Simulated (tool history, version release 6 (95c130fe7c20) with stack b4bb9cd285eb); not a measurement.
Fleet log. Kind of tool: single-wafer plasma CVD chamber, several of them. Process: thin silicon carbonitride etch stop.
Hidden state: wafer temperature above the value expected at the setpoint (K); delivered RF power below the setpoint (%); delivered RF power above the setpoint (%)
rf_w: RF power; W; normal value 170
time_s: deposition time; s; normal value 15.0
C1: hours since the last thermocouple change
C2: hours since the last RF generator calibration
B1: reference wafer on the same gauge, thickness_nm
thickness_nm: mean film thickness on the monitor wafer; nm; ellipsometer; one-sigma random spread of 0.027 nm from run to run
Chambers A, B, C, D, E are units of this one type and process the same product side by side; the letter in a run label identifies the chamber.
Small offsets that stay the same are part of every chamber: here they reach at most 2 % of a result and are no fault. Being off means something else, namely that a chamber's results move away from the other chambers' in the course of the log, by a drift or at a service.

run 1D hour=7.5 | rf_w=170 time_s=15.0 | C1=1287.1 C2=2180.5 | B1=6.7059 | thickness_nm=8.1092
run 2C hour=21.3 | rf_w=170 time_s=15.0 | C1=2275.7 C2=872.5 | B1=6.7039 | thickness_nm=8.1228
run 3B hour=33.8 | rf_w=170 time_s=15.0 | C1=217.3 C2=687.0 | B1=6.7074 | thickness_nm=8.0704
run 4A hour=41.7 | rf_w=170 time_s=15.0 | C1=1280.2 C2=861.1 | B1=6.7115 | thickness_nm=8.2682
-- hour=45.6 chamber D: thermocouple changed; heater temperature recalibrated
run 5E hour=48.4 | rf_w=170 time_s=15.0 | C1=352.4 C2=138.4 | B1=6.7056 | thickness_nm=8.1828
run 6D hour=56.1 | rf_w=170 time_s=15.0 | C1=10.5 C2=2229.1 | B1=6.7107 | thickness_nm=8.1246
run 7B hour=67.6 | rf_w=170 time_s=15.0 | C1=251.1 C2=720.8 | B1=6.7091 | thickness_nm=8.0598
run 8E hour=75.3 | rf_w=170 time_s=15.0 | C1=379.3 C2=165.3 | B1=6.7110 | thickness_nm=8.1833
run 9C hour=82.9 | rf_w=170 time_s=15.0 | C1=2337.3 C2=934.1 | B1=6.7120 | thickness_nm=8.0639
run 10A hour=91.4 | rf_w=170 time_s=15.0 | C1=1329.9 C2=910.8 | B1=6.7115 | thickness_nm=8.2634
run 11A hour=97.5 | rf_w=170 time_s=15.0 | C1=1336.0 C2=916.9 | B1=6.7105 | thickness_nm=8.2694
run 12D hour=104.5 | rf_w=170 time_s=15.0 | C1=58.9 C2=2277.5 | B1=6.7079 | thickness_nm=8.1244
run 13C hour=116.7 | rf_w=145 time_s=17.5 | C1=2371.1 C2=967.9 | B1=6.7094 | thickness_nm=9.0713
run 14E hour=127.0 | rf_w=145 time_s=17.5 | C1=431.0 C2=217.0 | B1=6.7108 | thickness_nm=9.0937
run 15B hour=138.0 | rf_w=145 time_s=17.5 | C1=321.5 C2=791.2 | B1=6.7071 | thickness_nm=8.9795
-- hour=144.3 chamber C: thermocouple changed; heater temperature recalibrated
run 16A hour=148.2 | rf_w=145 time_s=17.5 | C1=1386.7 C2=967.6 | B1=6.7116 | thickness_nm=9.2661
run 17E hour=160.6 | rf_w=145 time_s=17.5 | C1=464.6 C2=250.6 | B1=6.7059 | thickness_nm=9.1464
run 18C hour=167.2 | rf_w=170 time_s=15.0 | C1=22.9 C2=1018.4 | B1=6.7164 | thickness_nm=8.0677
run 19B hour=179.9 | rf_w=170 time_s=15.0 | C1=363.4 C2=833.1 | B1=6.7128 | thickness_nm=8.1040
run 20D hour=192.1 | rf_w=170 time_s=15.0 | C1=146.5 C2=2365.1 | B1=6.7092 | thickness_nm=8.1065
run 21D hour=198.6 | rf_w=170 time_s=15.0 | C1=153.0 C2=2371.6 | B1=6.7119 | thickness_nm=8.1263
run 22E hour=207.7 | rf_w=170 time_s=15.0 | C1=511.7 C2=297.7 | B1=6.7163 | thickness_nm=8.1755
run 23B hour=218.2 | rf_w=170 time_s=15.0 | C1=401.7 C2=871.4 | B1=6.7081 | thickness_nm=8.0455
run 24A hour=229.3 | rf_w=170 time_s=15.0 | C1=1467.8 C2=1048.7 | B1=6.7158 | thickness_nm=8.3084
run 25C hour=241.8 | rf_w=190 time_s=17.4 | C1=97.5 C2=1093.0 | B1=6.7119 | thickness_nm=9.7365
run 26B hour=251.9 | rf_w=190 time_s=17.4 | C1=435.4 C2=905.1 | B1=6.7096 | thickness_nm=9.6516
run 27E hour=264.5 | rf_w=190 time_s=17.4 | C1=568.5 C2=354.5 | B1=6.7140 | thickness_nm=9.8299
run 28A hour=272.7 | rf_w=190 time_s=17.4 | C1=1511.2 C2=1092.1 | B1=6.7063 | thickness_nm=9.9895
-- hour=275.9 chamber D: RF generator calibrated
run 29D hour=283.1 | rf_w=190 time_s=17.4 | C1=237.5 C2=7.3 | B1=6.7091 | thickness_nm=9.7415
run 30C hour=296.6 | rf_w=170 time_s=15.0 | C1=152.3 C2=1147.8 | B1=6.7069 | thickness_nm=8.1289
run 31A hour=308.5 | rf_w=170 time_s=15.0 | C1=1547.0 C2=1127.9 | B1=6.7128 | thickness_nm=8.2918
run 32D hour=317.4 | rf_w=170 time_s=15.0 | C1=271.8 C2=41.6 | B1=6.7061 | thickness_nm=8.1412
run 33E hour=324.3 | rf_w=170 time_s=15.0 | C1=628.3 C2=414.3 | B1=6.7111 | thickness_nm=8.1746
run 34B hour=337.8 | rf_w=170 time_s=15.0 | C1=521.3 C2=991.0 | B1=6.7099 | thickness_nm=8.0697
run 35C hour=347.9 | rf_w=170 time_s=15.0 | C1=203.6 C2=1199.1 | B1=6.7082 | thickness_nm=8.1133
run 36E hour=357.7 | rf_w=170 time_s=15.0 | C1=661.7 C2=447.7 | B1=6.7119 | thickness_nm=8.1943
run 37B hour=366.0 | rf_w=170 time_s=15.0 | C1=549.5 C2=1019.2 | B1=6.7089 | thickness_nm=8.0840
run 38A hour=374.1 | rf_w=170 time_s=15.0 | C1=1612.6 C2=1193.5 | B1=6.7165 | thickness_nm=8.3027

For the next run the whole fleet of 5 chambers uses the same settings. Give each chamber's results:
run 39A hour=384.1 | rf_w=170 time_s=15.0 | thickness_nm=?
run 39B hour=384.1 | rf_w=170 time_s=15.0 | thickness_nm=?
run 39C hour=384.1 | rf_w=170 time_s=15.0 | thickness_nm=?
run 39D hour=384.1 | rf_w=170 time_s=15.0 | thickness_nm=?
run 39E hour=384.1 | rf_w=170 time_s=15.0 | thickness_nm=?

run=39A thickness_nm=8.3119
run=39B thickness_nm=8.0644
run=39C thickness_nm=8.0728
run=39D thickness_nm=8.1452
run=39E thickness_nm=8.1805
